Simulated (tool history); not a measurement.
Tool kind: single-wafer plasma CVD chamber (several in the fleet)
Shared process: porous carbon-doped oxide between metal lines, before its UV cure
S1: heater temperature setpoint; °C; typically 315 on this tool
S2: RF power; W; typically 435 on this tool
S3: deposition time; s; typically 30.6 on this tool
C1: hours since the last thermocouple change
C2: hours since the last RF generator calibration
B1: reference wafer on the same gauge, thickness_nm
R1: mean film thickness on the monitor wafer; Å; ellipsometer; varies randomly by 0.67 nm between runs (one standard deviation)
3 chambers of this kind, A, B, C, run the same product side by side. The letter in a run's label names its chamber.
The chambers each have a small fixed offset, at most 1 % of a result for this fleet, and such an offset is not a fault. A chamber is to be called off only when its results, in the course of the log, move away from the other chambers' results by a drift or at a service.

run   hour   S1   S2    S3      C1      C2      B1      R1
 1C   11.9  315  435  30.6  1904.0   461.0  162.15  1385.4
 2A   19.0  315  435  30.6  2284.7  1023.3  162.25  1360.1
 3B   32.8  315  435  30.6   876.6   454.1  161.92  1364.2
 4B   44.1  315  435  30.6   887.9   465.4  162.00  1374.5
 5A   56.2  315  435  30.6  2321.9  1060.5  162.06  1375.2
 6C   71.9  315  435  30.6  1964.0   521.0  161.99  1372.0
 7B   82.4  315  435  30.6   926.2   503.7  161.99  1371.1
 8C   95.2  315  435  30.6  1987.3   544.3  162.08  1382.4
 9A  109.5  315  435  30.6  2375.2  1113.8  162.05  1363.4
10C  122.8  315  435  30.6  2014.9   571.9  161.87  1374.9
11A  137.6  315  435  30.6  2403.3  1141.9  162.09  1368.3
12B  147.6  315  435  30.6   991.4   568.9  162.18  1375.1
13B  159.1  315  435  30.6  1002.9   580.4  162.17  1366.5
14A  169.0  315  435  30.6  2434.7  1173.3  161.82  1360.5
15C  183.6  315  435  28.4  2075.7   632.7  161.99  1282.1
16A  192.4  315  435  28.4  2458.1  1196.7  162.01  1273.6
17C  206.6  315  435  28.4  2098.7   655.7  162.00  1285.0
18B  220.8  315  435  30.6  1064.6   642.1  162.18  1359.4
     223.6  -- chamber C: thermocouple changed; heater temperature recalibrated
19C  233.5  315  435  30.6    10.0   682.6  162.12  1376.4
20A  246.5  315  490  35.0  2512.2  1250.8  161.95  1692.1
21B  258.2  315  490  35.0  1102.0   679.5  162.07  1696.9
22B  268.4  315  490  35.0  1112.2   689.7  161.87  1696.3
23A  280.0  315  435  30.6  2545.7  1284.3  162.13  1367.1
24C  286.9  315  435  30.6    63.4   736.0  161.85  1366.7
25C  296.6  315  435  30.6    73.1   745.7  162.24  1382.4
26B  310.8  315  435  30.6  1154.6   732.1  161.86  1367.3
27A  325.4  303  475  30.6  2591.1  1329.7  162.14  1541.9
28A  341.1  303  475  30.6  2606.8  1345.4  161.88  1551.3
29B  355.8  303  475  30.6  1199.6   777.1  161.99  1566.3
30C  367.4  315  435  30.6   143.9   816.5  162.09  1382.6

Predict what each chamber gives when all 3 of them run the settings below next.
31A  378.7  315  435  30.6               ?
31B  378.7  315  435  30.6               ?
31C  378.7  315  435  30.6               ?

run      R1
31A  1366.4
31B  1362.9
31C  1379.0
